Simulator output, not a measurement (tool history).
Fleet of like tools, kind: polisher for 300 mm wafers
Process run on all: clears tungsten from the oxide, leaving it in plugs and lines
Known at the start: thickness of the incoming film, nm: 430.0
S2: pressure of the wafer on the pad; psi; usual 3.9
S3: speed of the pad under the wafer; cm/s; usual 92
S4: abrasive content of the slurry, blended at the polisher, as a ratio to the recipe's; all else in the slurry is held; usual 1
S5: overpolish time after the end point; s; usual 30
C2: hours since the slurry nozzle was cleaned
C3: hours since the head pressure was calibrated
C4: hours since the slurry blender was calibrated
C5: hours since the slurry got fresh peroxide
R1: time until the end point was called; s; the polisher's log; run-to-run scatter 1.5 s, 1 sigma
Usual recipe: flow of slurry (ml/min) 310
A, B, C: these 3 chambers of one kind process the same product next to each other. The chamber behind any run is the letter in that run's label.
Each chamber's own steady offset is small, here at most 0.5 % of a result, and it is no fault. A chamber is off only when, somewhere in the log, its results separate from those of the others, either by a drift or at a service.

{"hour": 2.4, "done": "chamber B: slurry tank refilled with fresh slurry and peroxide"}
{"hour": 3.1, "done": "chamber A: worn pad replaced by a new one"}
{"run": "1B", "hour": 6.3, "flow of slurry (ml/min)": 310, "S2": 3.9, "S3": 92, "S4": 1, "S5": 30, "wafers polished on this pad": 53, "C2": 463.3, "C3": 606.0, "C4": 123.0, "C5": 4.0, "R1": 109.45}
{"hour": 13.5, "done": "chamber C: head pressure recalibrated"}
{"run": "2A", "hour": 18.6, "flow of slurry (ml/min)": 310, "S2": 3.9, "S3": 92, "S4": 1, "S5": 30, "wafers polished on this pad": 111, "C2": 785.2, "C3": 106.4, "C4": 234.2, "C5": 73.6, "R1": 107.48}
{"hour": 19.2, "done": "chamber A: slurry nozzle cleaned"}
{"hour": 23.3, "done": "chamber C: slurry tank refilled with fresh slurry and peroxide"}
{"run": "3C", "hour": 27.3, "flow of slurry (ml/min)": 310, "S2": 3.9, "S3": 92, "S4": 1, "S5": 30, "wafers polished on this pad": 468, "C2": 320.3, "C3": 13.9, "C4": 270.9, "C5": 4.1, "R1": 113.95}
{"run": "4B", "hour": 34.4, "flow of slurry (ml/min)": 310, "S2": 3.9, "S3": 92, "S4": 1, "S5": 30, "wafers polished on this pad": 255, "C2": 491.4, "C3": 634.1, "C4": 151.1, "C5": 32.1, "R1": 114.53}
{"hour": 39.5, "done": "chamber A: slurry blender recalibrated"}
{"run": "5C", "hour": 46.6, "flow of slurry (ml/min)": 310, "S2": 3.9, "S3": 92, "S4": 1, "S5": 30, "wafers polished on this pad": 606, "C2": 339.6, "C3": 33.2, "C4": 290.2, "C5": 23.4, "R1": 113.72}
{"run": "6A", "hour": 56.7, "flow of slurry (ml/min)": 310, "S2": 3.9, "S3": 92, "S4": 1, "S5": 30, "wafers polished on this pad": 384, "C2": 37.6, "C3": 144.5, "C4": 17.2, "C5": 111.7, "R1": 112.31}
{"run": "7A", "hour": 63.1, "flow of slurry (ml/min)": 310, "S2": 3.9, "S3": 92, "S4": 1, "S5": 30, "wafers polished on this pad": 429, "C2": 44.0, "C3": 150.9, "C4": 23.6, "C5": 118.1, "R1": 111.9}
{"run": "8B", "hour": 70.6, "flow of slurry (ml/min)": 310, "S2": 3.9, "S3": 92, "S4": 1, "S5": 30, "wafers polished on this pad": 514, "C2": 527.6, "C3": 670.3, "C4": 187.3, "C5": 68.3, "R1": 110.95}
{"run": "9C", "hour": 77.8, "flow of slurry (ml/min)": 310, "S2": 3.9, "S3": 92, "S4": 1, "S5": 30, "wafers polished on this pad": 829, "C2": 370.8, "C3": 64.4, "C4": 321.4, "C5": 54.6, "R1": 112.21}
{"run": "10A", "hour": 86.9, "flow of slurry (ml/min)": 310, "S2": 3.9, "S3": 92, "S4": 1, "S5": 30, "wafers polished on this pad": 600, "C2": 67.8, "C3": 174.7, "C4": 47.4, "C5": 141.9, "R1": 111.22}
{"hour": 93.1, "done": "chamber B: slurry nozzle cleaned"}
{"run": "11C", "hour": 95.9, "flow of slurry (ml/min)": 310, "S2": 3.9, "S3": 92, "S4": 1, "S5": 30, "wafers polished on this pad": 959, "C2": 388.9, "C3": 82.5, "C4": 339.5, "C5": 72.7, "R1": 112.49}
{"hour": 102.3, "done": "chamber B: slurry tank refilled with fresh slurry and peroxide"}
{"hour": 102.9, "done": "chamber C: slurry tank refilled with fresh slurry and peroxide"}
{"run": "12B", "hour": 106.2, "flow of slurry (ml/min)": 310, "S2": 3.9, "S3": 92, "S4": 1, "S5": 30, "wafers polished on this pad": 769, "C2": 13.2, "C3": 705.9, "C4": 222.9, "C5": 3.9, "R1": 111.51}
{"hour": 107.2, "done": "chamber C: slurry nozzle cleaned"}
{"run": "13C", "hour": 117.3, "flow of slurry (ml/min)": 310, "S2": 3.9, "S3": 92, "S4": 1, "S5": 30, "wafers polished on this pad": 1112, "C2": 10.1, "C3": 103.9, "C4": 360.9, "C5": 14.4, "R1": 110.72}
{"hour": 122.1, "done": "chamber C: worn pad replaced by a new one"}
{"run": "14A", "hour": 129.4, "flow of slurry (ml/min)": 310, "S2": 3.9, "S3": 92, "S4": 1, "S5": 30, "wafers polished on this pad": 904, "C2": 110.3, "C3": 217.2, "C4": 89.9, "C5": 184.4, "R1": 112.57}
{"hour": 133.2, "done": "chamber A: slurry tank refilled with fresh slurry and peroxide"}
{"run": "15B", "hour": 141.9, "flow of slurry (ml/min)": 310, "S2": 2.7, "S3": 68, "S4": 1, "S5": 30, "wafers polished on this pad": 1025, "C2": 48.9, "C3": 741.6, "C4": 258.6, "C5": 39.6, "R1": 217.83}
{"run": "16A", "hour": 152.8, "flow of slurry (ml/min)": 310, "S2": 2.7, "S3": 68, "S4": 1, "S5": 30, "wafers polished on this pad": 1072, "C2": 133.7, "C3": 240.6, "C4": 113.3, "C5": 19.6, "R1": 216.84}
{"hour": 155.6, "done": "chamber B: worn pad replaced by a new one"}
{"run": "17B", "hour": 164.0, "flow of slurry (ml/min)": 310, "S2": 2.7, "S3": 68, "S4": 1, "S5": 30, "wafers polished on this pad": 60, "C2": 71.0, "C3": 763.7, "C4": 280.7, "C5": 61.7, "R1": 215.76}
{"hour": 172.0, "done": "chamber C: slurry blender recalibrated"}
{"run": "18C", "hour": 173.5, "flow of slurry (ml/min)": 310, "S2": 3.9, "S3": 92, "S4": 1, "S5": 30, "wafers polished on this pad": 368, "C2": 66.3, "C3": 160.1, "C4": 1.6, "C5": 70.6, "R1": 112.19}
{"hour": 179.4, "done": "chamber A: worn pad replaced by a new one"}
{"hour": 180.2, "done": "chamber C: slurry tank refilled with fresh slurry and peroxide"}
{"run": "19C", "hour": 180.4, "flow of slurry (ml/min)": 310, "S2": 3.9, "S3": 92, "S4": 1, "S5": 30, "wafers polished on this pad": 418, "C2": 73.2, "C3": 167.0, "C4": 8.5, "C5": 0.3, "R1": 108.88}
{"run": "20A", "hour": 188.7, "flow of slurry (ml/min)": 310, "S2": 3.9, "S3": 92, "S4": 1, "S5": 30, "wafers polished on this pad": 67, "C2": 169.6, "C3": 276.5, "C4": 149.2, "C5": 55.5, "R1": 109.84}
{"hour": 193.9, "done": "chamber B: slurry tank refilled with fresh slurry and peroxide"}
{"run": "21B", "hour": 199.1, "flow of slurry (ml/min)": 310, "S2": 3.9, "S3": 92, "S4": 1, "S5": 30, "wafers polished on this pad": 311, "C2": 106.1, "C3": 798.8, "C4": 315.8, "C5": 5.2, "R1": 110.56}
{"run": "22A", "hour": 208.4, "flow of slurry (ml/min)": 310, "S2": 3.9, "S3": 92, "S4": 1, "S5": 30, "wafers polished on this pad": 208, "C2": 189.3, "C3": 296.2, "C4": 168.9, "C5": 75.2, "R1": 110.79}
{"run": "23B", "hour": 217.5, "flow of slurry (ml/min)": 310, "S2": 3.9, "S3": 92, "S4": 1, "S5": 30, "wafers polished on this pad": 443, "C2": 124.5, "C3": 817.2, "C4": 334.2, "C5": 23.6, "R1": 112.49}
{"run": "24C", "hour": 226.4, "flow of slurry (ml/min)": 310, "S2": 3.9, "S3": 92, "S4": 1, "S5": 30, "wafers polished on this pad": 747, "C2": 119.2, "C3": 213.0, "C4": 54.5, "C5": 46.3, "R1": 114.0}
{"run": "25C", "hour": 234.0, "flow of slurry (ml/min)": 310, "S2": 3.9, "S3": 92, "S4": 1, "S5": 30, "wafers polished on this pad": 802, "C2": 126.8, "C3": 220.6, "C4": 62.1, "C5": 53.9, "R1": 108.83}
{"run": "26A", "hour": 242.8, "flow of slurry (ml/min)": 310, "S2": 3.9, "S3": 92, "S4": 1, "S5": 30, "wafers polished on this pad": 454, "C2": 223.7, "C3": 330.6, "C4": 203.3, "C5": 109.6, "R1": 110.51}
{"run": "27B", "hour": 254.8, "flow of slurry (ml/min)": 310, "S2": 3.9, "S3": 92, "S4": 1, "S5": 30, "wafers polished on this pad": 710, "C2": 161.8, "C3": 854.5, "C4": 371.5, "C5": 60.9, "R1": 113.34}
{"hour": 256.2, "done": "chamber C: slurry tank refilled with fresh slurry and peroxide"}
{"hour": 265.8, "done": "chamber C: worn pad replaced by a new one"}
{"run": "28B", "hour": 267.3, "flow of slurry (ml/min)": 310, "S2": 3.9, "S3": 92, "S4": 1, "S5": 30, "wafers polished on this pad": 800, "C2": 174.3, "C3": 867.0, "C4": 384.0, "C5": 73.4, "R1": 113.73}
{"hour": 270.0, "done": "chamber B: slurry tank refilled with fresh slurry and peroxide"}
{"run": "29A", "hour": 280.7, "flow of slurry (ml/min)": 310, "S2": 3.9, "S3": 92, "S4": 1, "S5": 30, "wafers polished on this pad": 726, "C2": 261.6, "C3": 368.5, "C4": 241.2, "C5": 147.5, "R1": 111.38}
{"run": "30C", "hour": 287.7, "flow of slurry (ml/min)": 310, "S2": 3.9, "S3": 92, "S4": 1, "S5": 30, "wafers polished on this pad": 157, "C2": 180.5, "C3": 274.3, "C4": 115.8, "C5": 31.6, "R1": 112.1}
{"run": "31B", "hour": 299.7, "flow of slurry (ml/min)": 310, "S2": 3.9, "S3": 92, "S4": 1, "S5": 30, "wafers polished on this pad": 1032, "C2": 206.7, "C3": 899.4, "C4": 416.4, "C5": 29.7, "R1": 110.79}
{"hour": 299.9, "done": "chamber A: slurry tank refilled with fresh slurry and peroxide"}
{"run": "32C", "hour": 309.9, "flow of slurry (ml/min)": 310, "S2": 3.9, "S3": 92, "S4": 1, "S5": 30, "wafers polished on this pad": 316, "C2": 202.7, "C3": 296.5, "C4": 138.0, "C5": 53.8, "R1": 112.62}
{"run": "33A", "hour": 317.9, "flow of slurry (ml/min)": 310, "S2": 3.9, "S3": 92, "S4": 1, "S5": 30, "wafers polished on this pad": 992, "C2": 298.8, "C3": 405.7, "C4": 278.4, "C5": 18.0, "R1": 110.28}
{"hour": 323.4, "done": "chamber A: slurry blender recalibrated"}
{"run": "34C", "hour": 325.9, "flow of slurry (ml/min)": 310, "S2": 3.9, "S3": 92, "S4": 1, "S5": 30, "wafers polished on this pad": 431, "C2": 218.7, "C3": 312.5, "C4": 154.0, "C5": 69.8, "R1": 113.27}
{"hour": 328.8, "done": "chamber C: slurry tank refilled with fresh slurry and peroxide"}
{"run": "35A", "hour": 334.9, "flow of slurry (ml/min)": 310, "S2": 3.9, "S3": 92, "S4": 1, "S5": 30, "wafers polished on this pad": 1114, "C2": 315.8, "C3": 422.7, "C4": 11.6, "C5": 35.0, "R1": 109.6}
{"hour": 335.9, "done": "chamber B: slurry blender recalibrated"}
{"run": "36B", "hour": 345.8, "flow of slurry (ml/min)": 310, "S2": 3.9, "S3": 92, "S4": 1, "S5": 30, "wafers polished on this pad": 1362, "C2": 252.8, "C3": 945.5, "C4": 10.0, "C5": 75.8, "R1": 111.0}
{"hour": 354.4, "done": "chamber A: worn pad replaced by a new one"}
{"run": "37A", "hour": 358.2, "flow of slurry (ml/min)": 310, "S2": 3.9, "S3": 92, "S4": 1, "S5": 30, "wafers polished on this pad": 27, "C2": 339.1, "C3": 446.0, "C4": 34.9, "C5": 58.3, "R1": 109.18}
{"hour": 358.8, "done": "chamber B: worn pad replaced by a new one"}
{"hour": 366.5, "done": "chamber B: slurry tank refilled with fresh slurry and peroxide"}
{"run": "38B", "hour": 371.5, "flow of slurry (ml/min)": 310, "S2": 3.9, "S3": 92, "S4": 1, "S5": 30, "wafers polished on this pad": 91, "C2": 278.5, "C3": 971.2, "C4": 35.7, "C5": 5.0, "R1": 113.24}
{"run": "39C", "hour": 380.0, "flow of slurry (ml/min)": 310, "S2": 3.9, "S3": 92, "S4": 1, "S5": 30, "wafers polished on this pad": 818, "C2": 272.8, "C3": 366.6, "C4": 208.1, "C5": 51.3, "R1": 112.67}

What goes on in this fleet: one chamber off, a drifting gauge, or nothing beyond the chambers' own small offsets? Name the chamber and the cause, if any.

The fleet is healthy, with each chamber sitting at its usual small offset and no drift in the gauge.
